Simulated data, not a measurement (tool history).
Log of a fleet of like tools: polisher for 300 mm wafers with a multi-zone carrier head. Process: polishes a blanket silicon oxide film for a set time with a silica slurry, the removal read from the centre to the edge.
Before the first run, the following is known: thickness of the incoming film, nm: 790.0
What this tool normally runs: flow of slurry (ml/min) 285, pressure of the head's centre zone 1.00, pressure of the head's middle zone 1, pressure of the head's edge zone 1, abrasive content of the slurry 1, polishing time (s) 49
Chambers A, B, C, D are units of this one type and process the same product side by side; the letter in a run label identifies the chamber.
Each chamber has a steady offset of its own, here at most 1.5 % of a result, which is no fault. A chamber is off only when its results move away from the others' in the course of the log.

run	hour	flow of slurry (ml/min)	pressure of the head's centre zone	pressure of the head's middle zone	pressure of the head's edge zone	abrasive content of the slurry	polishing time (s)	wafers polished on this pad	hours since the slurry nozzle was cleaned	hours since the centre zone pressure was calibrated	hours since the edge zone pressure was calibrated	film removed at the wafer's centre (Å)	film removed at mid-radius (Å)	film removed at the wafer's edge (Å)
# hour 1.9: chamber B: slurry nozzle cleaned
# hour 2.3: chamber C: worn pad replaced by a new one
1D	9.5	285	1.00	1	1	1	49	415	279.6	392.4	398.8	2781.8	2740.7	2761.8
2A	17.5	285	1.00	1	1	1	49	402	222.8	221.5	170.9	2757.0	2739.2	2753.7
# hour 22.3: chamber D: slurry nozzle cleaned
3B	27.4	285	1.00	1	1	1	49	738	25.5	478.1	97.0	2768.2	2723.2	2775.3
4C	33.8	285	1.00	1	1	1	49	456	378.8	555.6	52.9	2723.0	2742.1	2742.9
# hour 38.7: chamber C: slurry nozzle cleaned
5A	40.9	285	1.00	1	1	1	49	741	246.2	244.9	194.3	2773.5	2712.5	2681.0
# hour 44.5: chamber B: worn pad replaced by a new one
6B	46.1	285	1.00	1	1	1	49	24	44.2	496.8	115.7	2798.5	2771.3	2711.2
# hour 48.3: chamber A: worn pad replaced by a new one
# hour 51.6: chamber C: worn pad replaced by a new one
# hour 53.5: chamber D: worn pad replaced by a new one
7C	55.9	285	1.00	1	1	1	49	62	17.3	577.7	75.0	2736.2	2795.4	2754.6
8D	65.8	285	1.00	1	1	1	49	178	43.5	448.7	455.1	2747.4	2767.7	2704.2
9C	75.8	285	1.00	1	1	1	49	351	37.2	597.6	94.9	2754.3	2808.6	2760.2
10A	85.1	285	1.00	1	1	1	49	533	290.4	289.1	238.5	2731.9	2727.6	2804.8
# hour 92.1: chamber D: centre zone pressure recalibrated
11B	93.9	285	1.00	1	1	1	49	716	92.0	544.6	163.5	2803.1	2686.4	2733.4
# hour 100.7: chamber C: worn pad replaced by a new one
12D	102.1	285	1.00	1	1	1	49	703	79.8	10.1	491.4	2746.4	2729.8	2690.0
# hour 102.5: chamber A: worn pad replaced by a new one
13B	110.8	285	1.00	1	1	1	49	961	108.9	561.5	180.4	2785.1	2746.2	2774.0
14A	117.4	285	1.00	1	1	1	49	216	322.7	321.4	270.8	2751.2	2746.4	2748.0
# hour 124.6: chamber D: worn pad replaced by a new one
15C	124.7	285	1.00	1	1	1	49	348	86.1	646.5	143.8	2688.9	2702.4	2781.7
# hour 130.6: chamber B: worn pad replaced by a new one
16D	133.4	285	1.00	1	1	1	49	128	111.1	41.4	522.7	2757.5	2707.9	2767.4
17D	138.4	285	1.05	1	1	1	49	201	116.1	46.4	527.7	2951.5	2699.4	2708.2
18A	143.2	285	1.05	1	1	1	49	590	348.5	347.2	296.6	2872.4	2735.0	2761.0
# hour 149.3: chamber A: worn pad replaced by a new one
19C	150.9	285	1.05	1	1	1	49	727	112.3	672.7	170.0	2833.1	2794.0	2797.2
# hour 152.0: chamber C: worn pad replaced by a new one
20B	158.3	285	1.05	1	1	1	49	402	156.4	609.0	227.9	2897.6	2733.4	2767.1
# hour 159.3: chamber B: centre zone pressure recalibrated
# hour 165.3: chamber A: centre zone pressure recalibrated
21B	166.3	285	1.06	1	1	1	49	518	164.4	7.0	235.9	2940.1	2753.4	2734.7
22C	175.1	285	1.06	1	1	1	49	334	136.5	696.9	194.2	2841.8	2746.4	2743.4
23D	180.8	285	1.06	1	1	1	49	815	158.5	88.8	570.1	2959.9	2729.6	2715.4
24A	188.2	285	1.06	1	1	1	49	563	393.5	23.0	341.6	2903.3	2740.8	2693.2
25C	196.8	285	1.00	1	1	1	49	648	158.2	718.6	215.9	2624.5	2841.1	2734.3
# hour 197.6: chamber D: worn pad replaced by a new one
# hour 198.3: chamber B: worn pad replaced by a new one
26B	201.2	285	1.00	1	1	1	49	42	199.3	41.9	270.8	2787.2	2780.5	2736.6
# hour 206.2: chamber A: worn pad replaced by a new one
27D	211.3	285	1.00	1	1	1	44	198	189.0	119.3	600.6	2488.8	2440.6	2497.3
# hour 212.8: chamber C: worn pad replaced by a new one
28A	217.6	285	1.00	1	1	1	44	165	422.9	52.4	371.0	2474.2	2474.6	2496.9
29A	224.6	285	1.00	1	1	1	44	266	429.9	59.4	378.0	2461.7	2491.0	2486.1
30D	232.3	285	1.00	1	1	1	44	502	210.0	140.3	621.6	2478.4	2493.9	2512.7
31C	239.7	285	1.00	1	1	1	49	389	201.1	761.5	258.8	2595.5	2771.6	2752.4
32B	245.3	285	1.00	1	1	1	49	680	243.4	86.0	314.9	2798.1	2773.6	2764.8
33D	254.0	285	1.00	1	1	1	49	816	231.7	162.0	643.3	2799.5	2757.6	2743.4
34B	262.1	285	1.00	1	1	1	49	924	260.2	102.8	331.7	2802.5	2746.0	2787.7
# hour 270.9: chamber C: worn pad replaced by a new one
35C	271.7	285	1.00	1	1	1	49	11	233.1	793.5	290.8	2557.9	2754.5	2757.6

Does one chamber stand apart from the rest, does the shared gauge drift, or is all well apart from small per-chamber offsets? Give the chamber and the most likely cause, where there is one.

One chamber, C, drifts off from the rest bit by bit.
Most likely cause: centre zone's pressure below its setpoint, % = 6.53.

Below are 4 candidate recipes for chamber C's next run, each the usual settings with a change, their results shown as question marks. Which of them brings C's results back in line with what the other chambers give on the usual settings?
In-line tolerance around the mean of the other chambers on the usual settings: film removed at the wafer's centre (Å) 67.0; film removed at mid-radius (Å) 92.0; film removed at the wafer's edge (Å) 100.0
36C-1	278.9	290	1.07	0.99	0.98	1	49					?	?	?
36C-2	278.9	280	0.93	1.01	1.02	1	49					?	?	?
36C-3	278.9	285	1.03	0.99	0.99	1	49					?	?	?
36C-4	278.9	285	0.97	1.01	1.01	1	49					?	?	?

Usual-settings mean across the other chambers: film removed at the wafer's centre (Å) 2759.9; film removed at mid-radius (Å) 2744.0; film removed at the wafer's edge (Å) 2745.8
run	film removed at the wafer's centre (Å)	film removed at mid-radius (Å)	film removed at the wafer's edge (Å)
36C-1	2753.9	2756.1	2750.2
36C-2	2351.8	2798.9	2800.4
36C-3	2636.4	2751.7	2761.2
36C-4	2468.7	2803.5	2789.7
With 36C-1, the chamber falls back in line with the rest.

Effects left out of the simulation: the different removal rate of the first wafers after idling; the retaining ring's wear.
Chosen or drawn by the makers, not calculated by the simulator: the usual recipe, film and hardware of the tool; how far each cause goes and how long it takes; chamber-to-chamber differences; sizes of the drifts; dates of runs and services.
